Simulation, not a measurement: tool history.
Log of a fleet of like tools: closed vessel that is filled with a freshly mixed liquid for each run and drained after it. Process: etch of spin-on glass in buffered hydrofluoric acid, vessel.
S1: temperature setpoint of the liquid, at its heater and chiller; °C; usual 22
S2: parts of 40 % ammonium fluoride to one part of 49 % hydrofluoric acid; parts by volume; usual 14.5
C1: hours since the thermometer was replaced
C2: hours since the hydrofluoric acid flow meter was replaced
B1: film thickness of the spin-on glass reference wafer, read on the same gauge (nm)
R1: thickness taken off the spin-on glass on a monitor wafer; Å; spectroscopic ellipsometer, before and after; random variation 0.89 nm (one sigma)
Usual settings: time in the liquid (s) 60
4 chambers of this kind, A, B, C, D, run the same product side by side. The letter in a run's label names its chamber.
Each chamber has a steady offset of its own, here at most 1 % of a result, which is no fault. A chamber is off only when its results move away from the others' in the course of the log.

Run 1B, hour 5.2: usual settings; C1 353.1; C2 1343.1; B1 119.97. Result: R1 2026.7 Å.
Run 2D, hour 12.0: usual settings; C1 757.1; C2 518.4; B1 120.01. Result: R1 2028.1 Å.
Run 3C, hour 17.9: usual settings; C1 277.6; C2 485.1; B1 120.00. Result: R1 2026.4 Å.
Run 4A, hour 20.9: usual settings; C1 2912.6; C2 482.7; B1 120.02. Result: R1 2047.7 Å.
Run 5B, hour 24.8: usual settings; C1 372.7; C2 1362.7; B1 120.04. Result: R1 2028.1 Å.
Run 6A, hour 29.0: usual settings; C1 2920.7; C2 490.8; B1 119.97. Result: R1 2033.3 Å.
Run 7C, hour 32.3: usual settings but time in the liquid (s) 50; C1 292.0; C2 499.5; B1 119.96. Result: R1 1690.4 Å.
Run 8D, hour 37.0: usual settings but time in the liquid (s) 50; C1 782.1; C2 543.4; B1 120.05. Result: R1 1699.0 Å.
At hour 37.4: chamber B: hydrofluoric acid flow meter replaced.
At hour 42.8: chamber A: thermometer replaced.
Run 9C, hour 43.1: usual settings but time in the liquid (s) 50; C1 302.8; C2 510.3; B1 120.01. Result: R1 1681.5 Å.
Run 10A, hour 49.7: usual settings but time in the liquid (s) 50; C1 7.0; C2 511.5; B1 120.00. Result: R1 1699.8 Å.
Run 11B, hour 54.7: usual settings; C1 402.6; C2 17.4; B1 119.99. Result: R1 2028.8 Å.
Run 12D, hour 59.8: usual settings; C1 804.9; C2 566.2; B1 119.96. Result: R1 2035.9 Å.
Run 13C, hour 63.5: usual settings; C1 323.2; C2 530.7; B1 120.00. Result: R1 2024.7 Å.
Run 14D, hour 70.4: usual settings; C1 815.5; C2 576.8; B1 120.00. Result: R1 2040.9 Å.
Run 15A, hour 75.7: usual settings; C1 33.0; C2 537.5; B1 120.02. Result: R1 2067.7 Å.
Run 16B, hour 78.8: usual settings; C1 426.7; C2 41.5; B1 120.04. Result: R1 2005.4 Å.
Run 17D, hour 85.7: usual settings; C1 830.8; C2 592.1; B1 119.95. Result: R1 2028.9 Å.
Run 18A, hour 91.1: usual settings; C1 48.4; C2 552.9; B1 120.01. Result: R1 2063.5 Å.
Run 19C, hour 97.2: usual settings; C1 356.9; C2 564.4; B1 119.98. Result: R1 2021.6 Å.
Run 20B, hour 100.3: usual settings but S2 17.5 parts by volume, time in the liquid (s) 45; C1 448.2; C2 63.0; B1 119.99. Result: R1 1245.6 Å.
Run 21D, hour 104.1: usual settings but S2 17.5 parts by volume, time in the liquid (s) 45; C1 849.2; C2 610.5; B1 120.01. Result: R1 1270.2 Å.
Run 22A, hour 108.6: usual settings but S2 17.5 parts by volume, time in the liquid (s) 45; C1 65.9; C2 570.4; B1 119.97. Result: R1 1302.8 Å.
Run 23C, hour 114.0: usual settings but S2 17.5 parts by volume, time in the liquid (s) 45; C1 373.7; C2 581.2; B1 119.96. Result: R1 1262.8 Å.
Run 24B, hour 118.4: usual settings; C1 466.3; C2 81.1; B1 120.03. Result: R1 2026.8 Å.
Run 25B, hour 125.4: usual settings; C1 473.3; C2 88.1; B1 120.05. Result: R1 2008.4 Å.
Run 26D, hour 132.2: usual settings; C1 877.3; C2 638.6; B1 120.01. Result: R1 2028.6 Å.
Run 27A, hour 136.6: usual settings but S2 9.5 parts by volume, time in the liquid (s) 85; C1 93.9; C2 598.4; B1 120.03. Result: R1 4387.8 Å.
Run 28C, hour 143.0: usual settings but S2 9.5 parts by volume, time in the liquid (s) 85; C1 402.7; C2 610.2; B1 119.99. Result: R1 4255.6 Å.
Run 29D, hour 149.6: usual settings but S2 9.5 parts by volume, time in the liquid (s) 85; C1 894.7; C2 656.0; B1 119.99. Result: R1 4291.0 Å.
Run 30C, hour 155.9: usual settings but S2 9.5 parts by volume, time in the liquid (s) 85; C1 415.6; C2 623.1; B1 119.99. Result: R1 4245.5 Å.
Run 31A, hour 160.8: usual settings but S1 18 °C, time in the liquid (s) 90; C1 118.1; C2 622.6; B1 119.99. Result: R1 2548.8 Å.
Run 32B, hour 166.8: usual settings but S1 18 °C, time in the liquid (s) 90; C1 514.7; C2 129.5; B1 119.99. Result: R1 2420.0 Å.
Run 33D, hour 171.8: usual settings but S1 18 °C, time in the liquid (s) 90; C1 916.9; C2 678.2; B1 119.96. Result: R1 2451.0 Å.
At hour 174.7: chamber B: thermometer replaced.
Run 34B, hour 176.9: usual settings but S1 18 °C, time in the liquid (s) 90; C1 2.2; C2 139.6; B1 120.03. Result: R1 2408.8 Å.
Run 35A, hour 183.8: usual settings; C1 141.1; C2 645.6; B1 119.96. Result: R1 2133.6 Å.
Run 36C, hour 187.4: usual settings but S1 27 °C; C1 447.1; C2 654.6; B1 120.00. Result: R1 2666.0 Å.
Run 37A, hour 193.2: usual settings but S1 27 °C; C1 150.5; C2 655.0; B1 119.99. Result: R1 2836.6 Å.
Run 38B, hour 197.3: usual settings but S1 27 °C; C1 22.6; C2 160.0; B1 120.00. Result: R1 2637.8 Å.

All 4 chambers run these settings next. Forecast each chamber's results:
Run 39A, hour 202.3: usual settings. Result: R1 ?.
Run 39B, hour 202.3: usual settings. Result: R1 ?.
Run 39C, hour 202.3: usual settings. Result: R1 ?.
Run 39D, hour 202.3: usual settings. Result: R1 ?.

run      R1
39A  2160.9
39B  2017.5
39C  2034.6
39D  2037.6

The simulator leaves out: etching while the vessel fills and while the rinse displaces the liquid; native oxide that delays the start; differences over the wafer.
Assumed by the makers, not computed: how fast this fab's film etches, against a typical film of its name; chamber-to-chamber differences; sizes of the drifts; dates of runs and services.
